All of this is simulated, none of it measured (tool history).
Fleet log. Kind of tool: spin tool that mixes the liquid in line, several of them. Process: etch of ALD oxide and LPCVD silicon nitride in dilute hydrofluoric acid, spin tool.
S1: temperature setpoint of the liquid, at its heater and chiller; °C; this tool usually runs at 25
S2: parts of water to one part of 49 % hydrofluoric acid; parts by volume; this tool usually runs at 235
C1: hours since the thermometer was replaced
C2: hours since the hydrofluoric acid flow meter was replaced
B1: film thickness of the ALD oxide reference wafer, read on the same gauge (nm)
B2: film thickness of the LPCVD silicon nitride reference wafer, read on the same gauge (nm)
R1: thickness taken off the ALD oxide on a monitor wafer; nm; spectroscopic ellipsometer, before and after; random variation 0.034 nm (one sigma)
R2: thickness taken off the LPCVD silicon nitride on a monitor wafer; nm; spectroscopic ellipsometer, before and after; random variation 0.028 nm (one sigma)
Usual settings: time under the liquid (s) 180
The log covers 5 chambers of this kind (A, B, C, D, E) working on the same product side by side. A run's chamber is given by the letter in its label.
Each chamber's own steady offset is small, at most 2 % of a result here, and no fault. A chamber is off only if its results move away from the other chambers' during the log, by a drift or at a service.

{"run": "1E", "hour": 6.8, "S1": 25, "S2": 235, "time under the liquid (s)": 180, "C1": 1882.7, "C2": 1710.5, "B1": 99.988, "B2": 130, "R1": 8.3501, "R2": 0.37768}
{"run": "2D", "hour": 18.3, "S1": 25, "S2": 235, "time under the liquid (s)": 180, "C1": 1492.6, "C2": 249.1, "B1": 100.01, "B2": 130, "R1": 8.4052, "R2": 0.36681}
{"run": "3B", "hour": 28.7, "S1": 25, "S2": 235, "time under the liquid (s)": 180, "C1": 923.7, "C2": 1273.3, "B1": 100.01, "B2": 130, "R1": 8.3957, "R2": 0.41529}
{"run": "4A", "hour": 36.2, "S1": 25, "S2": 235, "time under the liquid (s)": 180, "C1": 476.4, "C2": 1251.4, "B1": 99.99, "B2": 130, "R1": 8.431, "R2": 0.38013}
{"run": "5C", "hour": 48.0, "S1": 25, "S2": 235, "time under the liquid (s)": 180, "C1": 1199.4, "C2": 761.2, "B1": 99.985, "B2": 130.01, "R1": 8.4175, "R2": 0.35224}
{"run": "6B", "hour": 59.2, "S1": 22.5, "S2": 235, "time under the liquid (s)": 120, "C1": 954.2, "C2": 1303.8, "B1": 99.978, "B2": 129.98, "R1": 5.0791, "R2": 0.19937}
{"hour": 66.1, "done": "chamber C: thermometer replaced"}
{"run": "7A", "hour": 70.4, "S1": 22.5, "S2": 235, "time under the liquid (s)": 120, "C1": 510.6, "C2": 1285.6, "B1": 100, "B2": 129.97, "R1": 5.1264, "R2": 0.22302}
{"run": "8D", "hour": 77.4, "S1": 22.5, "S2": 235, "time under the liquid (s)": 120, "C1": 1551.7, "C2": 308.2, "B1": 100.01, "B2": 130.01, "R1": 5.1499, "R2": 0.23145}
{"run": "9C", "hour": 90.8, "S1": 22.5, "S2": 235, "time under the liquid (s)": 120, "C1": 24.8, "C2": 804, "B1": 100.01, "B2": 129.99, "R1": 5.1432, "R2": 0.20046}
{"run": "10E", "hour": 100.9, "S1": 22.5, "S2": 235, "time under the liquid (s)": 120, "C1": 1976.8, "C2": 1804.6, "B1": 99.998, "B2": 130, "R1": 5.0906, "R2": 0.20774}
{"run": "11A", "hour": 113.9, "S1": 28, "S2": 190, "time under the liquid (s)": 180, "C1": 554.1, "C2": 1329.1, "B1": 100, "B2": 130.01, "R1": 12.378, "R2": 0.61353}
{"run": "12C", "hour": 126.7, "S1": 28, "S2": 190, "time under the liquid (s)": 180, "C1": 60.7, "C2": 839.9, "B1": 99.972, "B2": 130, "R1": 12.232, "R2": 0.49238}
{"run": "13E", "hour": 134.6, "S1": 28, "S2": 190, "time under the liquid (s)": 180, "C1": 2010.5, "C2": 1838.3, "B1": 99.995, "B2": 130, "R1": 12.107, "R2": 0.60136}
{"run": "14B", "hour": 141.0, "S1": 28, "S2": 190, "time under the liquid (s)": 180, "C1": 1036, "C2": 1385.6, "B1": 99.996, "B2": 130, "R1": 12.035, "R2": 0.53173}
{"run": "15D", "hour": 150.1, "S1": 28, "S2": 190, "time under the liquid (s)": 180, "C1": 1624.4, "C2": 380.9, "B1": 99.97, "B2": 130, "R1": 12.174, "R2": 0.59688}
{"run": "16C", "hour": 157.1, "S1": 25, "S2": 235, "time under the liquid (s)": 180, "C1": 91.1, "C2": 870.3, "B1": 99.997, "B2": 130, "R1": 8.4067, "R2": 0.37591}
{"run": "17E", "hour": 169.2, "S1": 25, "S2": 235, "time under the liquid (s)": 180, "C1": 2045.1, "C2": 1872.9, "B1": 99.992, "B2": 130.01, "R1": 8.2573, "R2": 0.41412}
{"run": "18A", "hour": 177.6, "S1": 25, "S2": 235, "time under the liquid (s)": 180, "C1": 617.8, "C2": 1392.8, "B1": 99.998, "B2": 129.99, "R1": 8.4514, "R2": 0.30674}
{"run": "19B", "hour": 190.3, "S1": 25, "S2": 235, "time under the liquid (s)": 180, "C1": 1085.3, "C2": 1434.9, "B1": 100.01, "B2": 130, "R1": 8.2489, "R2": 0.35911}
{"run": "20D", "hour": 200.8, "S1": 25, "S2": 235, "time under the liquid (s)": 180, "C1": 1675.1, "C2": 431.6, "B1": 99.99, "B2": 129.99, "R1": 8.4398, "R2": 0.38084}
{"hour": 209.0, "done": "chamber B: hydrofluoric acid flow meter replaced"}
{"run": "21A", "hour": 210.5, "S1": 27, "S2": 235, "time under the liquid (s)": 265, "C1": 650.7, "C2": 1425.7, "B1": 100.01, "B2": 130, "R1": 13.243, "R2": 0.59992}
{"run": "22B", "hour": 218.6, "S1": 27, "S2": 235, "time under the liquid (s)": 265, "C1": 1113.6, "C2": 9.7, "B1": 100, "B2": 130.01, "R1": 13.05, "R2": 0.71569}
{"run": "23D", "hour": 230.8, "S1": 27, "S2": 235, "time under the liquid (s)": 265, "C1": 1705.1, "C2": 461.6, "B1": 99.993, "B2": 129.99, "R1": 13.233, "R2": 0.60989}
{"run": "24C", "hour": 240.0, "S1": 27, "S2": 235, "time under the liquid (s)": 265, "C1": 174, "C2": 953.2, "B1": 100.01, "B2": 129.99, "R1": 13.269, "R2": 0.626}
{"run": "25E", "hour": 251.9, "S1": 27, "S2": 235, "time under the liquid (s)": 265, "C1": 2127.8, "C2": 1955.6, "B1": 100, "B2": 130, "R1": 13.219, "R2": 0.66858}
{"hour": 256.7, "done": "chamber D: hydrofluoric acid flow meter replaced"}
{"run": "26E", "hour": 265.1, "S1": 25, "S2": 235, "time under the liquid (s)": 180, "C1": 2141, "C2": 1968.8, "B1": 100.03, "B2": 129.99, "R1": 8.3189, "R2": 0.36877}
{"run": "27A", "hour": 278.4, "S1": 25, "S2": 235, "time under the liquid (s)": 180, "C1": 718.6, "C2": 1493.6, "B1": 99.989, "B2": 129.99, "R1": 8.5187, "R2": 0.3543}
{"run": "28B", "hour": 285.4, "S1": 25, "S2": 235, "time under the liquid (s)": 180, "C1": 1180.4, "C2": 76.5, "B1": 100.01, "B2": 129.99, "R1": 8.1398, "R2": 0.32684}
{"run": "29D", "hour": 293.4, "S1": 25, "S2": 235, "time under the liquid (s)": 180, "C1": 1767.7, "C2": 36.7, "B1": 99.993, "B2": 129.99, "R1": 8.4201, "R2": 0.36797}
{"run": "30C", "hour": 302.6, "S1": 25, "S2": 235, "time under the liquid (s)": 180, "C1": 236.6, "C2": 1015.8, "B1": 99.999, "B2": 130.01, "R1": 8.4398, "R2": 0.37816}
{"run": "31D", "hour": 313.4, "S1": 21, "S2": 235, "time under the liquid (s)": 180, "C1": 1787.7, "C2": 56.7, "B1": 100.01, "B2": 130, "R1": 7.2981, "R2": 0.32184}
{"run": "32B", "hour": 324.5, "S1": 21, "S2": 235, "time under the liquid (s)": 180, "C1": 1219.5, "C2": 115.6, "B1": 99.996, "B2": 130, "R1": 6.9506, "R2": 0.2361}
{"run": "33C", "hour": 333.0, "S1": 21, "S2": 235, "time under the liquid (s)": 180, "C1": 267, "C2": 1046.2, "B1": 100.01, "B2": 130.01, "R1": 7.2293, "R2": 0.30031}
{"run": "34A", "hour": 344.7, "S1": 21, "S2": 235, "time under the liquid (s)": 180, "C1": 784.9, "C2": 1559.9, "B1": 100.02, "B2": 130, "R1": 7.3038, "R2": 0.30219}
{"hour": 352.0, "done": "chamber E: thermometer replaced"}
{"run": "35E", "hour": 354.7, "S1": 21, "S2": 235, "time under the liquid (s)": 180, "C1": 2.7, "C2": 2058.4, "B1": 99.996, "B2": 130, "R1": 7.2485, "R2": 0.27989}
{"run": "36A", "hour": 360.8, "S1": 25, "S2": 235, "time under the liquid (s)": 180, "C1": 801, "C2": 1576, "B1": 99.995, "B2": 130.01, "R1": 8.4687, "R2": 0.28557}

Decide between three cases: one chamber stands off from its peers, the gauge reading all wafers drifts, or nothing is wrong past each chamber's small offset. Where a chamber is off, say which and what most likely put it there.

Little by little, chamber B moves away from the other chambers.
Likeliest cause: liquid colder than its thermometer reads (K) = 1.24.

Chamber B could run next with any of the 4 candidate recipes listed below; each alters the usual settings, and their results appear as question marks. Which one brings its results back in line with what the other chambers deliver on the usual settings?
A result is in line if it is within this distance of the other chambers' mean on the usual settings: R1 0.12 nm; R2 0.098 nm
{"run": "37B-1", "hour": 370.4, "S1": 25.5, "S2": 240, "time under the liquid (s)": 185, "R1": "?", "R2": "?"}
{"run": "37B-2", "hour": 370.4, "S1": 25.5, "S2": 235, "time under the liquid (s)": 185, "R1": "?", "R2": "?"}
{"run": "37B-3", "hour": 370.4, "S1": 24.5, "S2": 230, "time under the liquid (s)": 175, "R1": "?", "R2": "?"}
{"run": "37B-4", "hour": 370.4, "S1": 24.5, "S2": 235, "time under the liquid (s)": 175, "R1": "?", "R2": "?"}

Usual-settings mean across the other chambers: R1 8.4149 nm; R2 0.36808 nm
run=37B-1 R1=8.1582 R2=0.34836
run=37B-2 R1=8.372 R2=0.35561
run=37B-3 R1=7.8349 R2=0.32225
run=37B-4 R1=7.6321 R2=0.31559
37B-2 puts the chamber back in line with the other chambers.
